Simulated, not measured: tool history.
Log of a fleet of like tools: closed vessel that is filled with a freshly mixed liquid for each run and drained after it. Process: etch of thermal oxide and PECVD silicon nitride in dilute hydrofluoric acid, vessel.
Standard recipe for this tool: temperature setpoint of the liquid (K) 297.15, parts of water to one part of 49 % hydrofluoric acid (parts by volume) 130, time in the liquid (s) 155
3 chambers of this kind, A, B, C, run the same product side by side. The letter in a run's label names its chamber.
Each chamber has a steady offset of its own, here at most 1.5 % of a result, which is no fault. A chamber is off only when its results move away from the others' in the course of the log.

run    day  temperature setpoint of the liquid (K)  parts of water to one part of 49 % hydrofluoric acid (parts by volume)  time in the liquid (s)  hours since the thermometer was replaced  hours since the hydrofluoric acid flow meter was replaced  read-back film thickness of the thermal oxide reference wafer, read on the same gauge (nm)  read-back film thickness of the PECVD silicon nitride reference wafer, read on the same gauge (nm)  thickness taken off the thermal oxide on a monitor wafer (angstrom)  thickness taken off the PECVD silicon nitride on a monitor wafer (angstrom)
 1A  0.150                                  297.15                                                                     130                     155                                    1729.9                                                      488.8                                                                                      39.965                                                                                              129.99                                                               56.829                                                                      21.5550
 2B  0.358                                  297.15                                                                     130                     155                                    1701.3                                                     2064.5                                                                                      39.997                                                                                              129.99                                                               55.795                                                                      21.3480
 3C  0.696                                  297.15                                                                     130                     155                                     382.2                                                     2408.1                                                                                      40.007                                                                                              130.00                                                               55.319                                                                      20.9100
 4A  0.875                                  297.15                                                                     130                     155                                    1747.3                                                      506.2                                                                                      40.012                                                                                              129.97                                                               55.934                                                                      20.9540
 5B  1.079                                  297.15                                                                     130                     155                                    1718.6                                                     2081.8                                                                                      40.006                                                                                              130.00                                                               55.916                                                                      21.0610
 6C  1.354                                  297.15                                                                     130                     155                                     398.0                                                     2423.9                                                                                      40.036                                                                                              130.00                                                               55.462                                                                      20.9860
 7B  1.617                                  297.15                                                                     130                     155                                    1731.5                                                     2094.7                                                                                      39.980                                                                                              130.00                                                               56.022                                                                      20.9110
 8C  1.850                                  295.15                                                                     130                      95                                     409.9                                                     2435.8                                                                                      40.008                                                                                              130.02                                                               31.345                                                                      11.7720
 9A  2.162                                  295.15                                                                     130                      95                                    1778.2                                                      537.1                                                                                      40.016                                                                                              130.04                                                               31.667                                                                      11.7870
10B  2.317                                  295.15                                                                     130                      95                                    1748.3                                                     2111.5                                                                                      39.986                                                                                              130.02                                                               31.417                                                                      11.5970
11C  2.562                                  293.15                                                                     130                     215                                     427.0                                                     2452.9                                                                                      40.013                                                                                              130.03                                                               65.331                                                                      22.2520
12A  2.888                                  293.15                                                                     130                     215                                    1795.6                                                      554.5                                                                                      40.002                                                                                              130.03                                                               66.714                                                                      23.4240
13A  3.067                                  293.15                                                                     130                     215                                    1799.9                                                      558.8                                                                                      40.007                                                                                              129.98                                                               66.488                                                                      23.0720
14B  3.242                                  301.15                                                                     130                     155                                    1770.5                                                     2133.7                                                                                      40.010                                                                                              129.99                                                               65.300                                                                      28.1310
15C  3.446                                  301.15                                                                     130                     155                                     448.2                                                     2474.1                                                                                      40.015                                                                                              130.00                                                               64.391                                                                      28.4230
     3.738  -- chamber A: thermometer replaced
16C  3.742                                  301.15                                                                     130                     155                                     455.3                                                     2481.2                                                                                      40.019                                                                                              130.01                                                               65.243                                                                      28.8460
17A  3.929                                  297.15                                                                     130                     155                                       4.7                                                      579.5                                                                                      40.009                                                                                              129.97                                                               56.527                                                                      21.5710
     4.046  -- chamber B: hydrofluoric acid flow meter replaced
18B  4.129                                  297.15                                                                     130                     155                                    1791.8                                                        2.1                                                                                      39.980                                                                                              129.98                                                               56.333                                                                      21.8610
19C  4.433                                  292.65                                                                     130                      65                                     471.9                                                     2497.8                                                                                      40.004                                                                                              130.05                                                               19.359                                                                       6.6715
20A  4.775                                  292.65                                                                     130                      65                                      25.0                                                      599.8                                                                                      39.967                                                                                              129.99                                                               19.818                                                                       6.6038
21B  5.054                                  292.65                                                                     130                      65                                    1814.0                                                       24.3                                                                                      40.010                                                                                              129.98                                                               19.999                                                                       6.6896
22A  5.379                                  297.15                                                                     130                     155                                      39.5                                                      614.3                                                                                      39.992                                                                                              130.02                                                               56.067                                                                      21.5970
23C  5.708                                  297.15                                                                     130                     210                                     502.5                                                     2528.4                                                                                      40.006                                                                                              129.95                                                               74.712                                                                      28.3500
24B  6.012                                  297.15                                                                     130                     210                                    1837.0                                                       47.3                                                                                      40.011                                                                                              129.97                                                               77.271                                                                      29.2390
25C  6.292                                  297.15                                                                     130                     210                                     516.5                                                     2542.4                                                                                      40.006                                                                                              130.00                                                               75.009                                                                      29.6350
26A  6.617                                  297.15                                                                     130                     155                                      69.2                                                      644.0                                                                                      40.022                                                                                              130.01                                                               56.317                                                                      21.9040
27B  6.917                                  297.15                                                                     130                     155                                    1858.7                                                       69.0                                                                                      39.988                                                                                              129.99                                                               56.979                                                                      22.7410
     6.929  -- chamber C: hydrofluoric acid flow meter replaced
28B  7.250                                  297.15                                                                     130                     155                                    1866.7                                                       77.0                                                                                      40.014                                                                                              130.00                                                               57.649                                                                      22.9310
29C  7.558                                  297.15                                                                     130                     155                                     546.9                                                       15.1                                                                                      39.994                                                                                              129.99                                                               55.503                                                                      21.2330
30A  7.871                                  297.15                                                                     130                     155                                      99.3                                                      674.1                                                                                      40.013                                                                                              130.03                                                               56.312                                                                      21.3850
31C  8.108                                  297.15                                                                     130                     155                                     560.1                                                       28.3                                                                                      40.011                                                                                              129.99                                                               55.440                                                                      21.1360
32A  8.404                                  297.15                                                                     130                     155                                     112.1                                                      686.9                                                                                      40.011                                                                                              129.99                                                               55.792                                                                      21.0620
33B  8.671                                  297.15                                                                     170                     125                                    1900.8                                                      111.1                                                                                      39.964                                                                                              130.00                                                               34.536                                                                      14.2100
34B  8.829                                  297.15                                                                     170                     125                                    1904.6                                                      114.9                                                                                      40.019                                                                                              130.02                                                               34.318                                                                      14.2010
35C  9.092                                  297.15                                                                     170                     125                                     583.7                                                       51.9                                                                                      39.997                                                                                              130.03                                                               32.610                                                                      13.5290

Is one chamber off against the others, does the gauge drift, or is nothing wrong? If a chamber is off, say which, and what the likeliest cause is.

Chamber B drifts away from the others.
Most likely cause: liquid hotter than its thermometer reads (K) = 1.37.

Here are 4 candidates for chamber B's next run, each the usual settings with a change, their results left as question marks. Which one brings its results back in line with what the others give on the usual settings?
A result is in line if it is within this distance of the other chambers' mean on the usual settings: thickness taken off the thermal oxide on a monitor wafer (angstrom) 1.000; thickness taken off the PECVD silicon nitride on a monitor wafer (angstrom) 1.2000
36B-1  9.338                                  297.65                                                                     130                     160                                                                                                                                                                                                                                                                                                                                                                         ?                                                                            ?
36B-2  9.338                                  296.65                                                                     130                     155                                                                                                                                                                                                                                                                                                                                                                         ?                                                                            ?
36B-3  9.338                                  297.65                                                                     130                     155                                                                                                                                                                                                                                                                                                                                                                         ?                                                                            ?
36B-4  9.338                                  296.65                                                                     130                     150                                                                                                                                                                                                                                                                                                                                                                         ?                                                                            ?

Mean of the other chambers on the usual settings: thickness taken off the thermal oxide on a monitor wafer (angstrom) 55.870; thickness taken off the PECVD silicon nitride on a monitor wafer (angstrom) 21.5470
  run  thickness taken off the thermal oxide on a monitor wafer (angstrom)  thickness taken off the PECVD silicon nitride on a monitor wafer (angstrom)
36B-1                                                               61.754                                                                      24.6750
36B-2                                                               57.535                                                                      22.3860
36B-3                                                               59.824                                                                      23.9030
36B-4                                                               55.679                                                                      21.6640
36B-4 brings the chamber back in line.
